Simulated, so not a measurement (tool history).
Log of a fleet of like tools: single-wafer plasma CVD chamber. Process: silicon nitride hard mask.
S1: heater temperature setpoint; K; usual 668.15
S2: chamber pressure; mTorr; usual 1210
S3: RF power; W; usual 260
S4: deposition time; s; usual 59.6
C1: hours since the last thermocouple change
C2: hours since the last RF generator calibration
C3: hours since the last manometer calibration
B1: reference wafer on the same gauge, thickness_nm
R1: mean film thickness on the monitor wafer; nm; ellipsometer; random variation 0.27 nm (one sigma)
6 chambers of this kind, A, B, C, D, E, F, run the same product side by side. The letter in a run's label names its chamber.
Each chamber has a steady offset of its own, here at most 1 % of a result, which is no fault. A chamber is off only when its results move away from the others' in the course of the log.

run 1C day=0.479 | S1=668.15 S2=1210 S3=260 S4=59.6 | C1=1091.4 C2=944.0 C3=836.4 | B1=58.239 | R1=57.356
run 2F day=0.921 | S1=668.15 S2=1210 S3=260 S4=59.6 | C1=275.8 C2=648.4 C3=1519.1 | B1=58.201 | R1=56.823
run 3A day=1.346 | S1=668.15 S2=1210 S3=260 S4=59.6 | C1=2517.7 C2=1687.9 C3=1552.5 | B1=58.223 | R1=57.364
run 4B day=1.846 | S1=668.15 S2=1210 S3=260 S4=59.6 | C1=621.9 C2=1343.5 C3=2347.8 | B1=58.221 | R1=57.217
run 5D day=2.296 | S1=668.15 S2=1210 S3=260 S4=59.6 | C1=1831.9 C2=1489.5 C3=271.8 | B1=58.173 | R1=57.773
run 6E day=2.650 | S1=668.15 S2=1210 S3=260 S4=59.6 | C1=249.0 C2=88.1 C3=275.8 | B1=58.235 | R1=58.021
run 7A day=3.029 | S1=668.15 S2=1210 S3=260 S4=59.6 | C1=2558.1 C2=1728.3 C3=1592.9 | B1=58.171 | R1=56.927
run 8C day=3.562 | S1=668.15 S2=1210 S3=295 S4=65.3 | C1=1165.4 C2=1018.0 C3=910.4 | B1=58.213 | R1=68.542
run 9D day=4.083 | S1=668.15 S2=1210 S3=295 S4=65.3 | C1=1874.8 C2=1532.4 C3=314.7 | B1=58.176 | R1=69.489
run 10E day=4.408 | S1=668.15 S2=1210 S3=295 S4=65.3 | C1=291.2 C2=130.3 C3=318.0 | B1=58.199 | R1=68.980
run 11F day=4.754 | S1=668.15 S2=1210 S3=295 S4=65.3 | C1=367.8 C2=740.4 C3=1611.1 | B1=58.191 | R1=67.744
run 12B day=5.133 | S1=668.15 S2=1210 S3=295 S4=65.3 | C1=700.8 C2=1422.4 C3=2426.7 | B1=58.230 | R1=68.739
run 13C day=5.588 | S1=668.15 S2=1210 S3=295 S4=65.3 | C1=1214.0 C2=1066.6 C3=959.0 | B1=58.266 | R1=68.290
run 14F day=6.038 | S1=668.15 S2=1210 S3=260 S4=59.6 | C1=398.6 C2=771.2 C3=1641.9 | B1=58.168 | R1=57.267
run 15B day=6.425 | S1=668.15 S2=1210 S3=260 S4=59.6 | C1=731.8 C2=1453.4 C3=2457.7 | B1=58.111 | R1=57.123
run 16E day=6.783 | S1=668.15 S2=1210 S3=260 S4=59.6 | C1=348.2 C2=187.3 C3=375.0 | B1=58.184 | R1=57.762
run 17D day=7.204 | S1=668.15 S2=1210 S3=260 S4=59.6 | C1=1949.7 C2=1607.3 C3=389.6 | B1=58.149 | R1=58.302
run 18A day=7.575 | S1=668.15 S2=1210 S3=260 S4=59.6 | C1=2667.2 C2=1837.4 C3=1702.0 | B1=58.194 | R1=57.548
run 19C day=7.983 | S1=668.15 S2=1210 S3=260 S4=59.6 | C1=1271.5 C2=1124.1 C3=1016.5 | B1=58.271 | R1=57.146
run 20A day=8.483 | S1=668.15 S2=1210 S3=260 S4=59.6 | C1=2689.0 C2=1859.2 C3=1723.8 | B1=58.249 | R1=57.116
-- day=8.579 chamber B: capacitance manometer re-zeroed and calibrated
run 21E day=9.050 | S1=668.15 S2=1210 S3=260 S4=59.6 | C1=402.6 C2=241.7 C3=429.4 | B1=58.212 | R1=57.887
run 22F day=9.479 | S1=668.15 S2=1210 S3=260 S4=59.6 | C1=481.2 C2=853.8 C3=1724.5 | B1=58.134 | R1=56.835
run 23B day=9.842 | S1=668.15 S2=1210 S3=260 S4=59.6 | C1=813.8 C2=1535.4 C3=30.3 | B1=58.258 | R1=55.470
run 24D day=10.300 | S1=668.15 S2=1210 S3=260 S4=59.6 | C1=2024.0 C2=1681.6 C3=463.9 | B1=58.212 | R1=57.652
run 25A day=10.667 | S1=668.15 S2=1210 S3=260 S4=59.6 | C1=2741.4 C2=1911.6 C3=1776.2 | B1=58.220 | R1=57.475
-- day=10.712 chamber A: thermocouple changed; heater temperature recalibrated
-- day=11.104 chamber F: RF generator calibrated
run 26F day=11.167 | S1=668.15 S2=1460 S3=305 S4=59.6 | C1=521.7 C2=1.6 C3=1765.0 | B1=58.175 | R1=67.103
run 27D day=11.612 | S1=668.15 S2=1460 S3=305 S4=59.6 | C1=2055.5 C2=1713.1 C3=495.4 | B1=58.140 | R1=68.130
run 28B day=12.154 | S1=668.15 S2=1460 S3=305 S4=59.6 | C1=869.3 C2=1590.9 C3=85.8 | B1=58.193 | R1=66.987
run 29E day=12.496 | S1=668.15 S2=1460 S3=305 S4=59.6 | C1=485.3 C2=324.4 C3=512.1 | B1=58.210 | R1=68.500
-- day=12.654 chamber C: RF generator calibrated
run 30C day=12.804 | S1=668.15 S2=1460 S3=305 S4=59.6 | C1=1387.2 C2=3.6 C3=1132.2 | B1=58.242 | R1=67.102
run 31A day=13.117 | S1=668.15 S2=1460 S3=305 S4=59.6 | C1=57.8 C2=1970.4 C3=1835.0 | B1=58.246 | R1=67.896
run 32D day=13.546 | S1=668.15 S2=1000 S3=230 S4=59.6 | C1=2101.9 C2=1759.5 C3=541.8 | B1=58.210 | R1=49.581
run 33F day=13.838 | S1=668.15 S2=1000 S3=230 S4=59.6 | C1=585.8 C2=65.7 C3=1829.1 | B1=58.224 | R1=48.820
run 34E day=14.129 | S1=668.15 S2=1000 S3=230 S4=59.6 | C1=524.5 C2=363.6 C3=551.3 | B1=58.260 | R1=49.762
run 35B day=14.704 | S1=668.15 S2=1000 S3=230 S4=59.6 | C1=930.5 C2=1652.1 C3=147.0 | B1=58.192 | R1=48.112
run 36C day=15.158 | S1=668.15 S2=1000 S3=230 S4=59.6 | C1=1443.7 C2=60.1 C3=1188.7 | B1=58.293 | R1=48.907
run 37E day=15.512 | S1=668.15 S2=1000 S3=230 S4=59.6 | C1=557.7 C2=396.8 C3=584.5 | B1=58.245 | R1=49.798
run 38A day=16.067 | S1=668.15 S2=1210 S3=280 S4=59.6 | C1=128.6 C2=2041.2 C3=1905.8 | B1=58.258 | R1=60.796
run 39F day=16.679 | S1=668.15 S2=1210 S3=280 S4=59.6 | C1=654.0 C2=133.9 C3=1897.3 | B1=58.172 | R1=60.300
run 40D day=16.971 | S1=668.15 S2=1210 S3=280 S4=59.6 | C1=2184.1 C2=1841.7 C3=624.0 | B1=58.213 | R1=60.852
run 41B day=17.529 | S1=668.15 S2=1210 S3=280 S4=59.6 | C1=998.3 C2=1719.9 C3=214.8 | B1=58.157 | R1=59.250
run 42C day=17.821 | S1=668.15 S2=1210 S3=280 S4=59.6 | C1=1507.6 C2=124.0 C3=1252.6 | B1=58.171 | R1=59.835
run 43C day=18.229 | S1=668.15 S2=1210 S3=280 S4=59.6 | C1=1517.4 C2=133.8 C3=1262.4 | B1=58.204 | R1=60.251

All 6 chambers run these settings next. Forecast each chamber's results:
run 44A day=18.708 | S1=668.15 S2=1210 S3=260 S4=59.6 | R1=?
run 44B day=18.708 | S1=668.15 S2=1210 S3=260 S4=59.6 | R1=?
run 44C day=18.708 | S1=668.15 S2=1210 S3=260 S4=59.6 | R1=?
run 44D day=18.708 | S1=668.15 S2=1210 S3=260 S4=59.6 | R1=?
run 44E day=18.708 | S1=668.15 S2=1210 S3=260 S4=59.6 | R1=?
run 44F day=18.708 | S1=668.15 S2=1210 S3=260 S4=59.6 | R1=?

run=44A R1=57.095
run=44B R1=55.684
run=44C R1=57.477
run=44D R1=57.807
run=44E R1=57.875
run=44F R1=56.981
